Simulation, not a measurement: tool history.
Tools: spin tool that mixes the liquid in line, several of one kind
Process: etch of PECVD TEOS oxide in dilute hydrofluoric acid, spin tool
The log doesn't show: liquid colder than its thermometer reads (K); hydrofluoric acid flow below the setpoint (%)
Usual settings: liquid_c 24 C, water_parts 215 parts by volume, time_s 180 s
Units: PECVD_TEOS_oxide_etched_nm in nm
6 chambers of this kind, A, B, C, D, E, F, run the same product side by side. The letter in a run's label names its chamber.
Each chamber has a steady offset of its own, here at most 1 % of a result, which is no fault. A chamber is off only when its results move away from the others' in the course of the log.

run,hour,liquid_c,water_parts,time_s,hours since the thermometer was replaced,hours since the hydrofluoric acid flow meter was replaced,"read-back film thickness of the PECVD TEOS oxide reference wafer, read on the same gauge (nm)",PECVD_TEOS_oxide_etched_nm
1D,7.8,24,215,180,1043.2,1955.7,49.995,13.0710
# hour 14.2: chamber F: hydrofluoric acid flow meter replaced
2F,17.6,24,215,180,66.9,3.4,50.001,12.9170
3B,27.0,24,215,180,316.2,442.3,49.986,12.9900
4A,34.6,24,215,180,481.9,480.8,50.008,12.8880
5C,38.9,24,215,180,1029.0,577.9,49.999,13.0480
6E,45.2,24,215,180,126.7,1012.1,50.044,13.0010
7B,50.8,24,215,180,340.0,466.1,50.021,12.9850
8D,60.6,24,215,180,1096.0,2008.5,50.000,13.0840
9E,66.8,24,215,180,148.3,1033.7,50.006,13.0440
10A,73.2,24,215,180,520.5,519.4,50.007,13.0420
11F,79.2,24,215,180,128.5,65.0,50.018,12.9790
12C,83.7,24,300,180,1073.8,622.7,50.029,8.6423
13E,93.0,24,300,180,174.5,1059.9,50.013,8.5654
14B,99.4,24,300,180,388.6,514.7,50.004,8.5686
15C,109.0,24,300,180,1099.1,648.0,50.004,8.6003
16A,114.5,24,300,180,561.8,560.7,49.987,8.5261
17F,119.8,24,300,180,169.1,105.6,49.979,8.5161
# hour 124.4: chamber A: hydrofluoric acid flow meter replaced
18D,126.1,24,215,180,1161.5,2074.0,49.993,13.0340
19E,130.9,24,215,180,212.4,1097.8,49.965,12.9970
20C,135.9,24,215,180,1126.0,674.9,49.965,12.9440
21B,143.0,24,215,240,432.2,558.3,50.010,17.1370
22D,149.3,24,215,240,1184.7,2097.2,50.017,17.4090
23F,158.1,24,215,240,207.4,143.9,49.982,17.2910
24A,165.7,24,215,240,613.0,41.4,49.962,17.3810
25D,171.6,24,215,240,1207.0,2119.5,49.976,17.3610
26F,179.3,24,215,240,228.6,165.1,50.020,17.2240
27B,185.5,24,215,180,474.7,600.8,49.993,12.6130
28A,190.2,24,215,180,637.5,65.9,50.003,12.9630
29E,197.3,24,215,180,278.8,1164.2,49.961,13.0490
# hour 201.1: chamber D: thermometer replaced
30C,202.1,24,215,180,1192.2,741.1,50.002,12.9650
31E,208.3,24,215,180,289.8,1175.2,50.005,12.9920
32F,214.6,24,215,180,263.9,200.4,50.005,13.0190
33A,220.0,24,215,180,667.3,95.7,50.011,13.0040
34D,227.9,24,215,180,26.9,2175.8,50.005,12.9590
35B,237.2,24,215,180,526.4,652.5,50.004,12.4730
36C,241.7,24,215,180,1231.8,780.7,49.978,13.0240
37F,246.2,24,215,180,295.5,232.0,49.974,12.7820
38B,250.8,21,215,110,540.0,666.1,49.989,6.7818
# hour 252.8: chamber B: thermometer replaced
39C,258.2,21,215,110,1248.3,797.2,50.022,7.1466
40D,265.9,21,215,110,64.9,2213.8,50.016,7.1010
41A,275.7,21,215,110,723.0,151.4,50.010,7.0616
42E,282.1,21,215,110,363.6,1249.0,49.993,7.0660
43B,291.1,21,215,110,38.3,706.4,49.988,6.6989
44C,299.9,24,215,180,1290.0,838.9,50.026,13.0610

All 6 chambers run these settings next. Forecast each chamber's results:
45A,306.9,24,215,145,,,,?
45B,306.9,24,215,145,,,,?
45C,306.9,24,215,145,,,,?
45D,306.9,24,215,145,,,,?
45E,306.9,24,215,145,,,,?
45F,306.9,24,215,145,,,,?

run,PECVD_TEOS_oxide_etched_nm
45A,10.4940
45B,9.8041
45C,10.5170
45D,10.4530
45E,10.4640
45F,10.4210

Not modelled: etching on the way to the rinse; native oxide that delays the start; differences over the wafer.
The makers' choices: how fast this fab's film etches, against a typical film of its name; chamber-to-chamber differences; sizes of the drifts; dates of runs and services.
